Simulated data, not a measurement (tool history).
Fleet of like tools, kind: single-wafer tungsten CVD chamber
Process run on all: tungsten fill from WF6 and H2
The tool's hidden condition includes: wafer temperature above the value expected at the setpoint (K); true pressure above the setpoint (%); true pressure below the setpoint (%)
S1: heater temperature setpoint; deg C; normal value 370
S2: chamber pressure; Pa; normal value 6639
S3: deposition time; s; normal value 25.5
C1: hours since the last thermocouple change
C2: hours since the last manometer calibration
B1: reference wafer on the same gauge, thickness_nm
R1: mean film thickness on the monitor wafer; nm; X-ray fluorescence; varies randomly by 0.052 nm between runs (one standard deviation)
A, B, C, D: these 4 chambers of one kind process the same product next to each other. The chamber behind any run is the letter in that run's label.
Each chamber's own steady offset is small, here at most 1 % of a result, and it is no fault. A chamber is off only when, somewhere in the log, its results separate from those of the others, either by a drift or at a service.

run	day	S1	S2	S3	C1	C2	B1	R1
1D	0.429	370	6639	25.5	1023.1	1707.3	42.804	52.03
2B	0.858	370	6639	25.5	768.4	410.4	42.824	51.55
3C	1.25	370	6639	25.5	1178.2	1548.4	42.825	51.76
4A	1.471	370	6639	25.5	523.6	526.2	42.82	51.895
5C	1.708	370	6639	25.5	1189.2	1559.4	42.81	51.829
6B	2.133	370	6639	25.5	799	441	42.834	51.511
7D	2.446	370	6639	25.5	1071.5	1755.7	42.831	52.112
8A	2.733	370	6639	25.5	553.9	556.5	42.846	51.913
9D	2.975	370	6639	25.5	1084.2	1768.4	42.839	52.2
10B	3.217	370	6639	25.5	825	467	42.85	51.591
11C	3.471	370	6639	25.5	1231.5	1601.7	42.844	51.816
12A	3.85	370	6639	25.5	580.7	583.3	42.853	51.963
13A	4.283	370	6639	25.5	591.1	593.7	42.873	51.992
14D	4.754	370	6639	25.5	1126.9	1811.1	42.877	52.295
15B	5.017	370	6639	25.5	868.2	510.2	42.872	51.656
16C	5.521	370	6639	25.5	1280.7	1650.9	42.881	51.825
17A	5.817	370	6639	25.5	627.9	630.5	42.892	51.938
# day 5.858: chamber D: capacitance manometer re-zeroed and calibrated
18C	6.242	370	6639	25.5	1298	1668.2	42.894	51.862
19D	6.704	370	6639	25.5	1173.7	20.3	42.907	52.234
20B	7.158	370	6639	25.5	919.6	561.6	42.913	51.627
21D	7.433	370	7839	27.4	1191.2	37.8	42.911	60.523
22C	7.671	370	7839	27.4	1332.3	1702.5	42.906	59.875
23A	7.979	370	7839	27.4	679.8	682.4	42.921	60.329
24B	8.408	370	7839	27.4	949.6	591.6	42.931	59.765
25A	8.746	370	6639	25.5	698.2	700.8	42.927	52.181
26C	9.179	370	6639	25.5	1368.5	1738.7	42.944	51.864
27D	9.612	370	6639	25.5	1243.5	90.1	42.943	52.348
28B	9.983	370	6639	25.5	987.4	629.4	42.96	51.658
29A	10.317	370	6639	29.3	735.9	738.5	42.955	59.795
30B	10.746	370	6639	29.3	1005.7	647.7	42.957	59.471
31C	11.096	370	6639	29.3	1414.5	1784.7	42.978	59.697
32D	11.321	370	6639	29.3	1284.5	131.1	42.976	60.103

Which is it: a chamber that has drifted or been left off by a service, a gauge drift common to all chambers, or only each chamber's usual small offset? If a chamber is off, name it and its likeliest cause.

None of the chambers is off. What moves is the gauge, dragging all their readings along together.
Most likely cause: gauge reads high (%) = 0.417.

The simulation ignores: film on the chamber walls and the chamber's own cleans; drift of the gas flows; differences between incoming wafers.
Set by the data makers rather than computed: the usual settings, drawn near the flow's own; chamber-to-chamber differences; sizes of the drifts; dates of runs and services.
